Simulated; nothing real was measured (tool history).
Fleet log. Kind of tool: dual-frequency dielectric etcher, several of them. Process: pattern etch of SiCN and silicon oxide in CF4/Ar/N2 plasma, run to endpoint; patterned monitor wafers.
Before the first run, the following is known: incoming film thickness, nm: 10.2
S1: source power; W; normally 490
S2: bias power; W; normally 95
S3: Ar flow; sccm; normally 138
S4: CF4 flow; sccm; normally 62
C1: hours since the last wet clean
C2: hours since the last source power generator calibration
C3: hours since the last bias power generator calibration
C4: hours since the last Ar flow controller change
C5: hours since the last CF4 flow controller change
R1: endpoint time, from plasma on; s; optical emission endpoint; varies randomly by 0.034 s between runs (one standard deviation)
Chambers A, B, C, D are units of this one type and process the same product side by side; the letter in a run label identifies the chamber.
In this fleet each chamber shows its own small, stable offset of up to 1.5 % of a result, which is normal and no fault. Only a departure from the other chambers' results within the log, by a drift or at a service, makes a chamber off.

| run | hour | S1 | S2 | S3 | S4 | C1 | C2 | C3 | C4 | C5 | R1 |
|---|---|---|---|---|---|---|---|---|---|---|---|
| 1A | 16.3 | 490 | 95 | 138 | 62 | 136.7 | 3066 | 1664.6 | 422.6 | 4067.1 | 10.524 |
| 2C | 28.4 | 490 | 95 | 138 | 62 | 285.7 | 2373.5 | 1484.4 | 3490 | 847.3 | 10.55 |
| 3D | 41.7 | 490 | 95 | 138 | 62 | 89.9 | 1926 | 2590.3 | 1125 | 717.8 | 10.643 |
| 4B | 54.5 | 490 | 95 | 138 | 62 | 200 | 3134.6 | 1666.1 | 3097.2 | 3156.8 | 10.648 |
| 5B | 67.1 | 490 | 95 | 138 | 62 | 212.6 | 3147.2 | 1678.7 | 3109.8 | 3169.4 | 10.64 |
| 6C | 83.4 | 490 | 95 | 138 | 62 | 340.7 | 2428.5 | 1539.4 | 3545 | 902.3 | 10.496 |
| 7A | 96.7 | 490 | 95 | 138 | 62 | 217.1 | 3146.4 | 1745 | 503 | 4147.5 | 10.57 |
| 8D | 105.9 | 490 | 95 | 138 | 62 | 154.1 | 1990.2 | 2654.5 | 1189.2 | 782 | 10.57 |
|  | 119.5 | chamber D: source power generator calibrated |
| 9C | 120.2 | 490 | 95 | 138 | 62 | 377.5 | 2465.3 | 1576.2 | 3581.8 | 939.1 | 10.517 |
| 10A | 130.7 | 490 | 95 | 138 | 62 | 251.1 | 3180.4 | 1779 | 537 | 4181.5 | 10.602 |
| 11D | 142.3 | 490 | 95 | 138 | 62 | 190.5 | 22.9 | 2690.9 | 1225.6 | 818.4 | 10.636 |
| 12B | 153.8 | 490 | 95 | 138 | 62 | 299.3 | 3233.9 | 1765.4 | 3196.5 | 3256.1 | 10.706 |
|  | 157.9 | chamber B: wet clean of the chamber |
| 13D | 165.6 | 490 | 95 | 138 | 62 | 213.8 | 46.2 | 2714.2 | 1248.9 | 841.7 | 10.575 |
| 14A | 176.5 | 490 | 95 | 138 | 62 | 296.9 | 3226.2 | 1824.8 | 582.8 | 4227.3 | 10.586 |
| 15B | 187 | 490 | 95 | 138 | 62 | 29.1 | 3267.1 | 1798.6 | 3229.7 | 3289.3 | 10.724 |
| 16C | 197.4 | 600 | 79 | 138 | 62 | 454.7 | 2542.5 | 1653.4 | 3659 | 1016.3 | 9.4558 |
| 17B | 210.3 | 600 | 79 | 138 | 62 | 52.4 | 3290.4 | 1821.9 | 3253 | 3312.6 | 9.6244 |
| 18D | 223 | 600 | 79 | 138 | 62 | 271.2 | 103.6 | 2771.6 | 1306.3 | 899.1 | 9.4969 |
| 19A | 232.3 | 600 | 79 | 138 | 62 | 352.7 | 3282 | 1880.6 | 638.6 | 4283.1 | 9.5303 |
| 20C | 248.3 | 490 | 95 | 138 | 62 | 505.6 | 2593.4 | 1704.3 | 3709.9 | 1067.2 | 10.649 |
| 21D | 261.1 | 490 | 95 | 138 | 62 | 309.3 | 141.7 | 2809.7 | 1344.4 | 937.2 | 10.589 |
| 22C | 277.6 | 490 | 95 | 138 | 62 | 534.9 | 2622.7 | 1733.6 | 3739.2 | 1096.5 | 10.64 |
| 23B | 293.4 | 490 | 95 | 138 | 62 | 135.5 | 3373.5 | 1905 | 3336.1 | 3395.7 | 10.718 |
| 24A | 306.7 | 490 | 95 | 138 | 62 | 427.1 | 3356.4 | 1955 | 713 | 4357.5 | 10.602 |
| 25B | 315.8 | 490 | 95 | 138 | 62 | 157.9 | 3395.9 | 1927.4 | 3358.5 | 3418.1 | 10.72 |
| 26C | 324.4 | 490 | 95 | 138 | 62 | 581.7 | 2669.5 | 1780.4 | 3786 | 1143.3 | 10.633 |
| 27A | 334.9 | 490 | 95 | 138 | 62 | 455.3 | 3384.6 | 1983.2 | 741.2 | 4385.7 | 10.582 |
| 28D | 344.4 | 380 | 95 | 124 | 62 | 392.6 | 225 | 2893 | 1427.7 | 1020.5 | 13.039 |
|  | 348.6 | chamber A: wet clean of the chamber |
| 29C | 356.9 | 380 | 95 | 124 | 62 | 614.2 | 2702 | 1812.9 | 3818.5 | 1175.8 | 13.173 |
| 30A | 365 | 380 | 95 | 124 | 62 | 16.5 | 3414.7 | 2013.3 | 771.3 | 4415.8 | 12.928 |
| 31B | 378.8 | 380 | 95 | 124 | 62 | 220.9 | 3458.9 | 1990.4 | 3421.5 | 3481.1 | 13.131 |
| 32D | 390 | 490 | 95 | 138 | 62 | 438.2 | 270.6 | 2938.6 | 1473.3 | 1066.1 | 10.568 |
| 33C | 401.1 | 490 | 95 | 138 | 62 | 658.4 | 2746.2 | 1857.1 | 3862.7 | 1220 | 10.716 |
| 34D | 412.1 | 400 | 95 | 171 | 62 | 460.3 | 292.7 | 2960.7 | 1495.4 | 1088.2 | 13.018 |
| 35A | 424.2 | 400 | 95 | 171 | 62 | 75.7 | 3473.9 | 2072.5 | 830.5 | 4475 | 13.006 |
| 36B | 432.9 | 400 | 95 | 171 | 62 | 275 | 3513 | 2044.5 | 3475.6 | 3535.2 | 13.077 |
| 37D | 445 | 400 | 95 | 171 | 62 | 493.2 | 325.6 | 2993.6 | 1528.3 | 1121.1 | 13.072 |
| 38B | 453.3 | 490 | 95 | 138 | 62 | 295.4 | 3533.4 | 2064.9 | 3496 | 3555.6 | 10.649 |
| 39A | 469.2 | 490 | 95 | 138 | 62 | 120.7 | 3518.9 | 2117.5 | 875.5 | 4520 | 10.596 |

The same settings go to every chamber for the next run, one line per chamber below. Forecast the results for each:
| 40A | 481 | 490 | 95 | 138 | 62 |  |  |  |  |  | ? |
| 40B | 481 | 490 | 95 | 138 | 62 |  |  |  |  |  | ? |
| 40C | 481 | 490 | 95 | 138 | 62 |  |  |  |  |  | ? |
| 40D | 481 | 490 | 95 | 138 | 62 |  |  |  |  |  | ? |

| run | R1 |
|---|---|
| 40A | 10.657 |
| 40B | 10.657 |
| 40C | 10.759 |
| 40D | 10.533 |

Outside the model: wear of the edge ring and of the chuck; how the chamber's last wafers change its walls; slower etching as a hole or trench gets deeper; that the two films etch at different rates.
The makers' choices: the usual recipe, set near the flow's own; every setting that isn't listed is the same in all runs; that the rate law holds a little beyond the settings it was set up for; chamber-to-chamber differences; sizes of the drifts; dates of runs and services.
